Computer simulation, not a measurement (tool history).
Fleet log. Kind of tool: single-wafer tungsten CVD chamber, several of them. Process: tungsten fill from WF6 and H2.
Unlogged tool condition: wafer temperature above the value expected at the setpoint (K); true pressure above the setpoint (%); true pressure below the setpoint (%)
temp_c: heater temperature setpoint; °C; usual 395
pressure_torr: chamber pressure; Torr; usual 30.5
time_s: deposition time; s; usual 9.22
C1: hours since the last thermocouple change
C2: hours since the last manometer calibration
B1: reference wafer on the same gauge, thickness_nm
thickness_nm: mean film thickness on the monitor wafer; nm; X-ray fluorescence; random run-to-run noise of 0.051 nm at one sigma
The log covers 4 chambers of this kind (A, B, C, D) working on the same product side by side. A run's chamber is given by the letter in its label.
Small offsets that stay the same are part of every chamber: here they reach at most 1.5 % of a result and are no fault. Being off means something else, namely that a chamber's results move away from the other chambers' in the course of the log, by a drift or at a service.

run 1A day=0.571 | temp_c=395 pressure_torr=30.5 time_s=9.22 | C1=1515.8 C2=2213.5 | B1=24.509 | thickness_nm=24.559
run 2B day=1.029 | temp_c=395 pressure_torr=30.5 time_s=9.22 | C1=173.3 C2=392 | B1=24.501 | thickness_nm=24.355
run 3C day=1.458 | temp_c=395 pressure_torr=30.5 time_s=9.22 | C1=467.4 C2=1343.2 | B1=24.504 | thickness_nm=24.653
run 4D day=1.775 | temp_c=395 pressure_torr=30.5 time_s=9.22 | C1=2345.7 C2=2193.5 | B1=24.498 | thickness_nm=24.615
run 5B day=2.121 | temp_c=395 pressure_torr=30.5 time_s=9.22 | C1=199.5 C2=418.2 | B1=24.496 | thickness_nm=24.35
run 6C day=2.617 | temp_c=395 pressure_torr=30.5 time_s=9.22 | C1=495.2 C2=1371 | B1=24.501 | thickness_nm=24.833
run 7D day=3.054 | temp_c=395 pressure_torr=30.5 time_s=9.22 | C1=2376.4 C2=2224.2 | B1=24.497 | thickness_nm=24.595
run 8A day=3.6 | temp_c=395 pressure_torr=30.5 time_s=9.22 | C1=1588.5 C2=2286.2 | B1=24.485 | thickness_nm=24.619
run 9D day=3.954 | temp_c=395 pressure_torr=30.5 time_s=9.22 | C1=2398 C2=2245.8 | B1=24.489 | thickness_nm=24.591
run 10B day=4.575 | temp_c=395 pressure_torr=30.5 time_s=9.22 | C1=258.4 C2=477.1 | B1=24.505 | thickness_nm=24.42
-- day=4.688 chamber C: capacitance manometer re-zeroed and calibrated
run 11C day=5.121 | temp_c=395 pressure_torr=30.5 time_s=9.22 | C1=555.3 C2=10.4 | B1=24.507 | thickness_nm=24.131
run 12A day=5.525 | temp_c=395 pressure_torr=30.5 time_s=9.22 | C1=1634.7 C2=2332.4 | B1=24.501 | thickness_nm=24.645
run 13A day=5.854 | temp_c=395 pressure_torr=30.5 time_s=9.22 | C1=1642.6 C2=2340.3 | B1=24.495 | thickness_nm=24.489
run 14D day=6.375 | temp_c=395 pressure_torr=30.5 time_s=9.22 | C1=2456.1 C2=2303.9 | B1=24.503 | thickness_nm=24.72
run 15C day=6.792 | temp_c=395 pressure_torr=30.5 time_s=9.22 | C1=595.4 C2=50.5 | B1=24.503 | thickness_nm=24.103
run 16B day=7.225 | temp_c=395 pressure_torr=30.5 time_s=9.22 | C1=322 C2=540.7 | B1=24.501 | thickness_nm=24.394
run 17C day=7.617 | temp_c=395 pressure_torr=30.5 time_s=9.22 | C1=615.2 C2=70.3 | B1=24.501 | thickness_nm=24.085
-- day=7.696 chamber D: thermocouple changed; heater temperature recalibrated
run 18A day=8.121 | temp_c=395 pressure_torr=30.5 time_s=9.22 | C1=1697 C2=2394.7 | B1=24.488 | thickness_nm=24.632
run 19B day=8.592 | temp_c=395 pressure_torr=30.5 time_s=9.22 | C1=354.8 C2=573.5 | B1=24.487 | thickness_nm=24.409
-- day=8.846 chamber D: capacitance manometer re-zeroed and calibrated
run 20D day=9.208 | temp_c=395 pressure_torr=30.5 time_s=9.22 | C1=36.4 C2=8.8 | B1=24.508 | thickness_nm=24.61
run 21B day=9.621 | temp_c=395 pressure_torr=30.5 time_s=9.22 | C1=379.5 C2=598.2 | B1=24.488 | thickness_nm=24.394
run 22C day=10 | temp_c=395 pressure_torr=30.5 time_s=9.22 | C1=672.4 C2=127.5 | B1=24.5 | thickness_nm=24.105
-- day=10.225 chamber A: capacitance manometer re-zeroed and calibrated
run 23D day=10.638 | temp_c=395 pressure_torr=30.5 time_s=9.22 | C1=70.7 C2=43.1 | B1=24.504 | thickness_nm=24.634
run 24A day=10.983 | temp_c=395 pressure_torr=30.5 time_s=9.22 | C1=1765.7 C2=18.2 | B1=24.493 | thickness_nm=24.595

Has any chamber moved away from the others, gradually or after a service, or does the common gauge drift, or do the chambers differ only by their own small steady offsets? State the chamber and the most likely cause if one applies.

Chamber C has stood off from the others ever since a service on it.
Cause: true pressure below the setpoint (%) = 5.44.

Which of the 4 candidates below, each the usual settings with something changed and its results left as question marks, puts chamber C back in line with what the other chambers give on the usual settings?
Counts as in line when no further than this from what the other chambers average on the usual settings: thickness_nm 0.2 nm
run 25C-1 day=11.442 | temp_c=394 pressure_torr=30.5 time_s=9.22 | thickness_nm=?
run 25C-2 day=11.442 | temp_c=395 pressure_torr=31 time_s=9.44 | thickness_nm=?
run 25C-3 day=11.442 | temp_c=396 pressure_torr=30.6 time_s=9.22 | thickness_nm=?
run 25C-4 day=11.442 | temp_c=394 pressure_torr=30.3 time_s=9.13 | thickness_nm=?

Usual-settings mean across the other chambers: thickness_nm 24.537 nm
run=25C-1 thickness_nm=23.625
run=25C-2 thickness_nm=24.842
run=25C-3 thickness_nm=24.567
run=25C-4 thickness_nm=23.32
It is 25C-3 that realigns the chamber with its peers.
